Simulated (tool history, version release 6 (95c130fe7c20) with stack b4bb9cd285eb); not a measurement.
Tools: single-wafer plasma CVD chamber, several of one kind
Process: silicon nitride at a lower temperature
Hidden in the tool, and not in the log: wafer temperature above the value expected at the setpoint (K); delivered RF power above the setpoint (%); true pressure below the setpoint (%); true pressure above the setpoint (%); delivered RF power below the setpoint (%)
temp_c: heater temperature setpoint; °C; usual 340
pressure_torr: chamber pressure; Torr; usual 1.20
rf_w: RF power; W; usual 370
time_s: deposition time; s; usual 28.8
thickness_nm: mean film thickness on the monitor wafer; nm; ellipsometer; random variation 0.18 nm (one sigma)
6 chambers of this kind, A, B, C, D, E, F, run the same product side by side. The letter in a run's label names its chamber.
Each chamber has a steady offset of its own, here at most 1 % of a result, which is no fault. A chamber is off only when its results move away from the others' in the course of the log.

run   hour  temp_c  pressure_torr  rf_w  time_s  hours since the last thermocouple change  hours since the last RF generator calibration  hours since the last manometer calibration  read-back reference wafer on the same gauge, thickness_nm  thickness_nm
 1E    4.8     340           1.20   370    28.8                                     884.6                                         1040.1                                       903.1                                                     39.903        35.918
 2A    8.7     340           1.20   370    28.8                                     842.5                                         1074.1                                       364.3                                                     39.893        36.201
 3C   16.2     340           1.20   370    28.8                                     110.0                                          200.5                                       884.3                                                     39.926        35.837
 4F   20.3     340           1.20   370    28.8                                     166.6                                         1162.5                                      3303.8                                                     39.906        35.744
 5D   29.0     340           1.20   370    28.8                                     633.5                                          400.1                                       519.3                                                     39.941        35.740
 6B   36.2     340           1.20   370    28.8                                     955.5                                          640.8                                      1364.6                                                     39.909        36.330
 7F   45.0     340           1.31   370    25.3                                     191.3                                         1187.2                                      3328.5                                                     39.887        32.224
      48.6  -- chamber C: capacitance manometer re-zeroed and calibrated
 8B   53.4     340           1.31   370    25.3                                     972.7                                          658.0                                      1381.8                                                     39.913        32.372
 9C   58.6     340           1.31   370    25.3                                     152.4                                          242.9                                        10.1                                                     39.913        32.259
10A   65.1     340           1.31   370    25.3                                     898.9                                         1130.5                                       420.7                                                     39.959        32.588
11D   72.6     340           1.31   370    25.3                                     677.1                                          443.7                                       562.9                                                     39.866        32.495
      78.5  -- chamber B: thermocouple changed; heater temperature recalibrated
12E   80.4     340           1.31   370    25.3                                     960.2                                         1115.7                                       978.7                                                     39.904        32.049
13B   88.0     340           1.20   370    28.8                                       9.6                                          692.6                                      1416.4                                                     39.915        36.446
14D   94.8     340           1.20   370    28.8                                     699.3                                          465.9                                       585.1                                                     39.969        35.506
15A   99.0     340           1.20   370    28.8                                     932.8                                         1164.4                                       454.6                                                     39.944        35.721
16E  105.1     346           1.20   300    28.8                                     984.9                                         1140.4                                      1003.4                                                     39.873        31.172
     105.7  -- chamber A: RF generator calibrated
17F  112.5     346           1.20   300    28.8                                     258.8                                         1254.7                                      3396.0                                                     39.858        30.798
18C  120.1     346           1.20   300    28.8                                     213.9                                          304.4                                        71.6                                                     39.885        31.148
     122.3  -- chamber F: capacitance manometer re-zeroed and calibrated
19C  125.1     346           1.20   300    28.8                                     218.9                                          309.4                                        76.6                                                     39.925        31.042
20B  133.8     346           1.20   300    28.8                                      55.4                                          738.4                                      1462.2                                                     39.877        31.373
21E  142.1     346           1.20   300    28.8                                    1021.9                                         1177.4                                      1040.4                                                     39.863        30.959
22F  148.3     340           0.91   330    28.8                                     294.6                                         1290.5                                        26.1                                                     39.905        30.348
23D  155.4     340           0.91   330    28.8                                     759.9                                          526.5                                       645.7                                                     39.896        30.575
24A  163.5     340           0.91   330    28.8                                     997.3                                           57.8                                       519.1                                                     39.915        30.596
25F  171.8     340           0.91   330    28.8                                     318.1                                         1314.0                                        49.6                                                     39.855        30.375
26A  178.5     340           0.91   330    28.8                                    1012.3                                           72.8                                       534.1                                                     39.919        30.619
27E  183.6     340           0.91   330    28.8                                    1063.4                                         1218.9                                      1081.9                                                     39.874        29.610
28C  191.8     340           1.20   370    28.8                                     285.6                                          376.1                                       143.3                                                     39.887        35.852
29D  198.5     340           1.20   370    28.8                                     803.0                                          569.6                                       688.8                                                     39.870        35.831
30B  206.5     340           1.20   370    28.8                                     128.1                                          811.1                                      1534.9                                                     39.905        36.485
31C  213.3     340           1.20   370    28.8                                     307.1                                          397.6                                       164.8                                                     39.859        35.904
32B  219.6     340           1.20   370    28.8                                     141.2                                          824.2                                      1548.0                                                     39.885        36.242
33F  226.3     340           1.20   370    28.8                                     372.6                                         1368.5                                       104.1                                                     39.875        36.139
34E  232.8     328           1.20   370    28.8                                    1112.6                                         1268.1                                      1131.1                                                     39.925        34.794
35A  241.6     328           1.20   370    28.8                                    1075.4                                          135.9                                       597.2                                                     39.912        36.206
36D  248.3     328           1.20   370    28.8                                     852.8                                          619.4                                       738.6                                                     39.951        35.739

What goes on in this fleet: one chamber off, a drifting gauge, or nothing beyond the chambers' own small offsets? Name the chamber and the cause, if any.

Chamber E drifts away from the others.
Cause: delivered RF power below the setpoint (%) = 6.28.

Here are 4 candidates for chamber E's next run, each the usual settings with a change, their results left as question marks. Which one brings its results back in line with what the others give on the usual settings?
In line means no further than this from the other chambers' mean on the usual settings: thickness_nm 0.610 nm
37E-1  254.6     340           1.20   370    28.5                                                                                                                                                                                                             ?
37E-2  254.6     340           1.22   375    29.6                                                                                                                                                                                                             ?
37E-3  254.6     340           1.18   370    27.7                                                                                                                                                                                                             ?
37E-4  254.6     340           1.20   380    28.8                                                                                                                                                                                                             ?

The other chambers' mean on the usual settings: thickness_nm 35.885 nm
  run  thickness_nm
37E-1        34.001
37E-2        35.785
37E-3        32.888
37E-4        34.949
37E-2 brings the chamber back in line.

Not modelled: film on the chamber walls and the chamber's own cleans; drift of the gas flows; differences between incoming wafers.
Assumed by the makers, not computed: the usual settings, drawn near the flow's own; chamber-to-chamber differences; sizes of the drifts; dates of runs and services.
